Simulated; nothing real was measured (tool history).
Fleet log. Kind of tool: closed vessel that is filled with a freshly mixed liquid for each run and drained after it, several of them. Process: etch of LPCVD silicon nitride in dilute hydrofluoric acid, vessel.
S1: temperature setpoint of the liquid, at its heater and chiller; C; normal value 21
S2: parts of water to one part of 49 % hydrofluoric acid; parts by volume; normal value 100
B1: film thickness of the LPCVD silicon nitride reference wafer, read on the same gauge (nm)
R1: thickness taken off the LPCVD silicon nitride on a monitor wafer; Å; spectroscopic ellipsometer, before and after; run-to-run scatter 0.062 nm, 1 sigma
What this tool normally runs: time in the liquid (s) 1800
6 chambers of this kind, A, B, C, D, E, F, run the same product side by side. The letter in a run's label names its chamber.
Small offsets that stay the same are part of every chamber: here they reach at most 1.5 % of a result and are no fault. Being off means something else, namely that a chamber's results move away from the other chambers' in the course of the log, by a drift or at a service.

Run 1F, hour 15.5: usual settings; B1 120.01. Result: R1 65.709 Å.
Run 2A, hour 24.4: usual settings; B1 120.03. Result: R1 65.11 Å.
Run 3B, hour 31.5: usual settings; B1 120.01. Result: R1 65.194 Å.
Run 4D, hour 40.8: usual settings; B1 120.01. Result: R1 66.265 Å.
Run 5C, hour 54.9: usual settings; B1 120. Result: R1 65.969 Å.
At hour 61.8: chamber D: thermometer replaced.
Run 6E, hour 69.6: usual settings; B1 120. Result: R1 65.241 Å.
Run 7B, hour 77.1: usual settings but S1 25.5 C, S2 60 parts by volume; B1 120.01. Result: R1 147.49 Å.
Run 8D, hour 84.6: usual settings but S1 25.5 C, S2 60 parts by volume; B1 120.01. Result: R1 148.27 Å.
At hour 93.8: chamber A: hydrofluoric acid flow meter replaced.
Run 9C, hour 94.6: usual settings but S1 25.5 C, S2 60 parts by volume; B1 120. Result: R1 147.39 Å.
Run 10E, hour 107.4: usual settings but S1 25.5 C, S2 60 parts by volume; B1 120.01. Result: R1 150.48 Å.
At hour 113.2: chamber B: hydrofluoric acid flow meter replaced.
Run 11A, hour 115.8: usual settings but S1 25.5 C, S2 60 parts by volume; B1 119.99. Result: R1 145.45 Å.
Run 12F, hour 122.8: usual settings but S1 25.5 C, S2 60 parts by volume; B1 119.98. Result: R1 151.57 Å.
Run 13F, hour 130.7: usual settings; B1 120.02. Result: R1 67.006 Å.
Run 14E, hour 144.8: usual settings; B1 119.98. Result: R1 66.194 Å.
Run 15C, hour 154.3: usual settings; B1 120. Result: R1 66.53 Å.
Run 16A, hour 164.3: usual settings; B1 119.95. Result: R1 65.373 Å.
Run 17D, hour 174.4: usual settings; B1 120.02. Result: R1 65.513 Å.
Run 18B, hour 185.2: usual settings; B1 120.01. Result: R1 65.148 Å.
Run 19A, hour 192.4: usual settings; B1 120. Result: R1 66.178 Å.
Run 20C, hour 206.3: usual settings; B1 120.02. Result: R1 66.23 Å.
Run 21D, hour 219.9: usual settings but S1 23 C, S2 140 parts by volume; B1 120.01. Result: R1 53.522 Å.
Run 22B, hour 228.4: usual settings but S1 23 C, S2 140 parts by volume; B1 120.02. Result: R1 54.106 Å.
Run 23E, hour 241.7: usual settings but S1 23 C, S2 140 parts by volume; B1 120. Result: R1 55.085 Å.
At hour 250.3: chamber A: thermometer replaced.
Run 24F, hour 250.6: usual settings but S1 23 C, S2 140 parts by volume; B1 120.02. Result: R1 56.877 Å.
Run 25D, hour 263.2: usual settings but S1 23 C, S2 140 parts by volume; B1 120.03. Result: R1 52.459 Å.
Run 26B, hour 270.2: usual settings but S1 23 C, S2 140 parts by volume; B1 119.97. Result: R1 53.393 Å.
Run 27A, hour 279: usual settings; B1 120.01. Result: R1 65.934 Å.
Run 28E, hour 294.3: usual settings; B1 120.01. Result: R1 66.941 Å.
Run 29C, hour 305.5: usual settings; B1 120.01. Result: R1 66.015 Å.
Run 30F, hour 319.8: usual settings; B1 120.02. Result: R1 69.682 Å.
Run 31B, hour 332.9: usual settings; B1 120.03. Result: R1 64.777 Å.
Run 32E, hour 347.4: usual settings; B1 120.02. Result: R1 67.254 Å.
Run 33D, hour 362.1: usual settings; B1 119.99. Result: R1 66.492 Å.
Run 34A, hour 371.1: usual settings; B1 120.04. Result: R1 65.666 Å.
Run 35C, hour 382.2: usual settings; B1 120.02. Result: R1 64.203 Å.
Run 36F, hour 395.8: usual settings; B1 120.03. Result: R1 71.689 Å.
Run 37F, hour 409.5: usual settings but S2 130 parts by volume, time in the liquid (s) 1355; B1 120. Result: R1 41.208 Å.
Run 38D, hour 419.3: usual settings but S2 130 parts by volume, time in the liquid (s) 1355; B1 120. Result: R1 38.66 Å.
Run 39B, hour 426.7: usual settings but S2 130 parts by volume, time in the liquid (s) 1355; B1 120. Result: R1 38.252 Å.
Run 40E, hour 441.6: usual settings but S2 130 parts by volume, time in the liquid (s) 1355; B1 120.02. Result: R1 38.579 Å.

Next, all 6 chambers run the settings below, one line each with question marks for the results. What does each chamber give?
Run 41A, hour 452.8: usual settings. Result: R1 ?.
Run 41B, hour 452.8: usual settings. Result: R1 ?.
Run 41C, hour 452.8: usual settings. Result: R1 ?.
Run 41D, hour 452.8: usual settings. Result: R1 ?.
Run 41E, hour 452.8: usual settings. Result: R1 ?.
Run 41F, hour 452.8: usual settings. Result: R1 ?.

run      R1
41A  65.475
41B  66.113
41C  66.198
41D  66.249
41E  65.479
41F   72.65
